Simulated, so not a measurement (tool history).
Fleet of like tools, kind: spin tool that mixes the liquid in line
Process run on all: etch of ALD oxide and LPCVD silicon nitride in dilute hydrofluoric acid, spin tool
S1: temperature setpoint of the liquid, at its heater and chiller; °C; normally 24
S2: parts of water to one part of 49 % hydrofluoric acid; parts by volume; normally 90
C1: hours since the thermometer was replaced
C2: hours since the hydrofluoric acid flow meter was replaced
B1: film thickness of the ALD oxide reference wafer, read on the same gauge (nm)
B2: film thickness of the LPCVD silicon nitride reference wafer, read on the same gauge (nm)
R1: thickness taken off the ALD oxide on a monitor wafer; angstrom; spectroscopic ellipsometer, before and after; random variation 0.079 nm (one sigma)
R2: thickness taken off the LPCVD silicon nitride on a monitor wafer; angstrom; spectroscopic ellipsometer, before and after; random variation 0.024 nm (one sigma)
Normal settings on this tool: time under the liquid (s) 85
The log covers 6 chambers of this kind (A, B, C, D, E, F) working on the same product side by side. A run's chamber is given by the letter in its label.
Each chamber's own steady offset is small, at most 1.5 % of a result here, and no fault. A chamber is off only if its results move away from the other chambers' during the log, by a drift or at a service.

Run 1A, hour 4.4: usual settings; C1 1099.9; C2 1706.1; B1 59.983; B2 80.004. Result: R1 139.450 angstrom, R2 4.1869 angstrom.
Run 2B, hour 10.5: usual settings; C1 3089.0; C2 450.2; B1 59.993; B2 80.003. Result: R1 138.370 angstrom, R2 3.8426 angstrom.
Run 3E, hour 17.1: usual settings; C1 858.6; C2 526.6; B1 60.045; B2 79.994. Result: R1 137.670 angstrom, R2 3.7208 angstrom.
Run 4D, hour 21.4: usual settings; C1 374.2; C2 584.2; B1 59.985; B2 80.003. Result: R1 138.600 angstrom, R2 3.6354 angstrom.
Run 5C, hour 27.7: usual settings; C1 757.4; C2 124.0; B1 60.009; B2 79.998. Result: R1 138.170 angstrom, R2 4.5651 angstrom.
Run 6F, hour 31.0: usual settings but S2 130 parts by volume; C1 186.1; C2 1581.9; B1 59.982; B2 79.999. Result: R1 90.892 angstrom, R2 2.7756 angstrom.
Run 7A, hour 36.5: usual settings but S2 130 parts by volume; C1 1132.0; C2 1738.2; B1 60.013; B2 80.005. Result: R1 91.802 angstrom, R2 2.8180 angstrom.
Run 8D, hour 40.3: usual settings but S2 130 parts by volume; C1 393.1; C2 603.1; B1 60.022; B2 80.002. Result: R1 91.144 angstrom, R2 2.5957 angstrom.
Run 9F, hour 46.4: usual settings but S2 130 parts by volume; C1 201.5; C2 1597.3; B1 60.018; B2 79.977. Result: R1 91.005 angstrom, R2 2.9813 angstrom.
Run 10C, hour 49.4: usual settings but S2 130 parts by volume; C1 779.1; C2 145.7; B1 59.969; B2 79.999. Result: R1 90.977 angstrom, R2 2.9730 angstrom.
Run 11E, hour 53.4: usual settings but S2 130 parts by volume; C1 894.9; C2 562.9; B1 59.996; B2 79.997. Result: R1 90.445 angstrom, R2 2.8486 angstrom.
Run 12B, hour 56.4: usual settings; C1 3134.9; C2 496.1; B1 59.995; B2 79.996. Result: R1 140.120 angstrom, R2 4.5077 angstrom.
At hour 60.0: chamber B: thermometer replaced.
Run 13D, hour 63.1: usual settings but time under the liquid (s) 135; C1 415.9; C2 625.9; B1 60.033; B2 80.005. Result: R1 219.590 angstrom, R2 7.0832 angstrom.
Run 14C, hour 67.3: usual settings but time under the liquid (s) 135; C1 797.0; C2 163.6; B1 60.024; B2 80.000. Result: R1 220.040 angstrom, R2 6.3440 angstrom.
Run 15A, hour 74.1: usual settings but time under the liquid (s) 135; C1 1169.6; C2 1775.8; B1 60.013; B2 79.991. Result: R1 220.780 angstrom, R2 6.7699 angstrom.
Run 16E, hour 80.0: usual settings but time under the liquid (s) 135; C1 921.5; C2 589.5; B1 60.028; B2 79.984. Result: R1 219.290 angstrom, R2 6.8338 angstrom.
Run 17F, hour 85.2: usual settings but time under the liquid (s) 135; C1 240.3; C2 1636.1; B1 60.014; B2 80.009. Result: R1 219.190 angstrom, R2 6.5838 angstrom.
Run 18B, hour 89.7: usual settings but time under the liquid (s) 135; C1 29.7; C2 529.4; B1 59.964; B2 79.983. Result: R1 220.120 angstrom, R2 6.9738 angstrom.
Run 19B, hour 94.4: usual settings; C1 34.4; C2 534.1; B1 59.973; B2 79.982. Result: R1 138.450 angstrom, R2 4.2685 angstrom.
Run 20F, hour 101.3: usual settings; C1 256.4; C2 1652.2; B1 60.001; B2 80.009. Result: R1 138.460 angstrom, R2 3.8978 angstrom.
Run 21E, hour 107.9: usual settings; C1 949.4; C2 617.4; B1 59.987; B2 80.003. Result: R1 137.710 angstrom, R2 4.2333 angstrom.
Run 22A, hour 111.4: usual settings; C1 1206.9; C2 1813.1; B1 60.018; B2 80.014. Result: R1 137.620 angstrom, R2 4.2799 angstrom.
Run 23D, hour 115.0: usual settings; C1 467.8; C2 677.8; B1 60.012; B2 80.008. Result: R1 138.190 angstrom, R2 3.8849 angstrom.
Run 24C, hour 119.1: usual settings; C1 848.8; C2 215.4; B1 60.028; B2 79.981. Result: R1 139.140 angstrom, R2 4.5315 angstrom.
Run 25D, hour 122.8: usual settings; C1 475.6; C2 685.6; B1 59.988; B2 80.002. Result: R1 136.800 angstrom, R2 4.1144 angstrom.
Run 26F, hour 128.7: usual settings but S2 60 parts by volume; C1 283.8; C2 1679.6; B1 59.929; B2 79.967. Result: R1 216.990 angstrom, R2 6.4403 angstrom.
Run 27C, hour 134.1: usual settings but S2 60 parts by volume; C1 863.8; C2 230.4; B1 59.973; B2 80.006. Result: R1 215.900 angstrom, R2 6.2785 angstrom.
Run 28B, hour 137.4: usual settings but S2 60 parts by volume; C1 77.4; C2 577.1; B1 60.007; B2 79.981. Result: R1 216.270 angstrom, R2 6.1006 angstrom.
Run 29A, hour 141.9: usual settings but S2 60 parts by volume; C1 1237.4; C2 1843.6; B1 59.948; B2 80.005. Result: R1 214.780 angstrom, R2 6.1871 angstrom.
Run 30E, hour 147.7: usual settings but S2 60 parts by volume; C1 989.2; C2 657.2; B1 60.058; B2 80.018. Result: R1 217.160 angstrom, R2 5.8899 angstrom.
Run 31A, hour 154.5: usual settings but S2 60 parts by volume; C1 1250.0; C2 1856.2; B1 60.023; B2 80.003. Result: R1 214.810 angstrom, R2 5.8887 angstrom.
Run 32F, hour 161.1: usual settings; C1 316.2; C2 1712.0; B1 60.021; B2 79.998. Result: R1 138.670 angstrom, R2 3.8466 angstrom.
Run 33D, hour 166.3: usual settings; C1 519.1; C2 729.1; B1 60.002; B2 79.994. Result: R1 136.830 angstrom, R2 4.2483 angstrom.
Run 34C, hour 170.9: usual settings; C1 900.6; C2 267.2; B1 59.997; B2 80.012. Result: R1 138.370 angstrom, R2 4.0920 angstrom.
Run 35B, hour 176.7: usual settings; C1 116.7; C2 616.4; B1 60.009; B2 79.992. Result: R1 140.430 angstrom, R2 3.8532 angstrom.
Run 36E, hour 181.5: usual settings but S2 65 parts by volume, time under the liquid (s) 50; C1 1023.0; C2 691.0; B1 60.015; B2 80.028. Result: R1 116.880 angstrom, R2 3.2747 angstrom.
Run 37D, hour 187.2: usual settings but S2 65 parts by volume, time under the liquid (s) 50; C1 540.0; C2 750.0; B1 59.987; B2 79.985. Result: R1 115.500 angstrom, R2 3.4900 angstrom.
Run 38F, hour 193.4: usual settings but S2 65 parts by volume, time under the liquid (s) 50; C1 348.5; C2 1744.3; B1 59.998; B2 80.023. Result: R1 116.090 angstrom, R2 3.0650 angstrom.
Run 39B, hour 197.5: usual settings but S2 65 parts by volume, time under the liquid (s) 50; C1 137.5; C2 637.2; B1 60.006; B2 80.000. Result: R1 116.350 angstrom, R2 3.6528 angstrom.

Next, every chamber runs the same settings. What will each give?
Run 40A, hour 202.5: usual settings. Result: R1 ?, R2 ?.
Run 40B, hour 202.5: usual settings. Result: R1 ?, R2 ?.
Run 40C, hour 202.5: usual settings. Result: R1 ?, R2 ?.
Run 40D, hour 202.5: usual settings. Result: R1 ?, R2 ?.
Run 40E, hour 202.5: usual settings. Result: R1 ?, R2 ?.
Run 40F, hour 202.5: usual settings. Result: R1 ?, R2 ?.

run       R1      R2
40A  137.670  4.2377
40B  138.450  4.4536
40C  139.630  4.2354
40D  138.090  4.4552
40E  137.410  3.9888
40F  139.850  4.3073

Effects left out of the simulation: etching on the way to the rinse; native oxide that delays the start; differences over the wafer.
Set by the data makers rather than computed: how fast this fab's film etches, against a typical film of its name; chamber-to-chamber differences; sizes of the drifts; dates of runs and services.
